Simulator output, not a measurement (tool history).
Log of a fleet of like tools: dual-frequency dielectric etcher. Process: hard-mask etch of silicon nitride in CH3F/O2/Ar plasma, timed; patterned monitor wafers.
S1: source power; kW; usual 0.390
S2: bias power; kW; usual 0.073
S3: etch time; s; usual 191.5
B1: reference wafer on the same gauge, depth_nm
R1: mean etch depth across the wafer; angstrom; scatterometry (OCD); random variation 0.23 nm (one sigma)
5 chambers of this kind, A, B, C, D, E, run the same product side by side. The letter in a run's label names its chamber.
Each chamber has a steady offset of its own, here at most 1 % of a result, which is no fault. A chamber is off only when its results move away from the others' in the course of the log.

run    day     S1     S2     S3      B1      R1
 1A  0.171  0.390  0.073  191.5  115.00  1340.9
 2E  0.325  0.390  0.073  191.5  115.04  1339.9
 3D  0.500  0.390  0.073  191.5  115.02  1329.1
 4C  0.779  0.390  0.073  191.5  115.04  1339.4
 5B  1.046  0.390  0.073  191.5  115.07  1333.8
 6E  1.175  0.390  0.073  191.5  115.05  1336.4
     1.333  -- chamber C: bias power generator calibrated
 7B  1.354  0.390  0.073  191.5  115.12  1337.2
 8C  1.567  0.340  0.087  191.5  115.13  1350.6
 9D  1.804  0.340  0.087  191.5  115.14  1341.7
10A  2.083  0.340  0.087  191.5  115.16  1352.6
11A  2.338  0.340  0.087  191.5  115.24  1351.0
12E  2.550  0.340  0.087  191.5  115.23  1358.3
13B  2.733  0.390  0.073  191.5  115.28  1333.3
14C  2.875  0.390  0.073  191.5  115.30  1340.9
15D  3.029  0.390  0.073  191.5  115.24  1327.8
16E  3.288  0.440  0.065  191.5  115.30  1349.1
17C  3.558  0.440  0.065  191.5  115.32  1355.6
18A  3.783  0.440  0.065  191.5  115.34  1351.2
     3.954  -- chamber C: source power generator calibrated
19D  3.967  0.440  0.065  191.5  115.36  1339.1
20B  4.150  0.440  0.065  191.5  115.37  1340.7
21A  4.283  0.390  0.073  191.5  115.45  1341.6
22C  4.571  0.390  0.073  191.5  115.41  1341.9
23E  4.804  0.390  0.073  191.5  115.50  1340.9
24B  4.971  0.390  0.073  191.5  115.43  1337.4
25D  5.150  0.390  0.073  191.5  115.49  1331.7
26D  5.304  0.390  0.073  191.5  115.48  1330.0
27E  5.446  0.390  0.073  191.5  115.55  1346.9
28C  5.712  0.390  0.073  191.5  115.54  1341.9
29B  5.879  0.390  0.073  191.5  115.56  1337.7
30A  6.096  0.390  0.073  191.5  115.57  1343.3
31D  6.383  0.390  0.073  191.5  115.59  1333.5
     6.542  -- chamber C: wet clean of the chamber
32C  6.550  0.390  0.073  191.5  115.66  1342.2
     6.671  -- chamber E: wet clean of the chamber
33E  6.762  0.390  0.073  191.5  115.65  1344.1
34B  7.058  0.390  0.073  191.5  115.66  1338.1
35A  7.308  0.390  0.073  191.5  115.64  1344.8
36A  7.571  0.390  0.073  191.5  115.71  1343.1
37E  7.783  0.390  0.073  191.5  115.74  1348.9
38D  8.067  0.390  0.073  191.5  115.73  1337.3
39B  8.300  0.390  0.073  191.5  115.78  1338.6
40C  8.438  0.390  0.073  191.5  115.80  1343.9

Next, every chamber runs the same settings. What will each give?
41A  8.646  0.390  0.073  191.5       ?
41B  8.646  0.390  0.073  191.5       ?
41C  8.646  0.390  0.073  191.5       ?
41D  8.646  0.390  0.073  191.5       ?
41E  8.646  0.390  0.073  191.5       ?

run      R1
41A  1346.9
41B  1341.8
41C  1344.5
41D  1338.3
41E  1346.4

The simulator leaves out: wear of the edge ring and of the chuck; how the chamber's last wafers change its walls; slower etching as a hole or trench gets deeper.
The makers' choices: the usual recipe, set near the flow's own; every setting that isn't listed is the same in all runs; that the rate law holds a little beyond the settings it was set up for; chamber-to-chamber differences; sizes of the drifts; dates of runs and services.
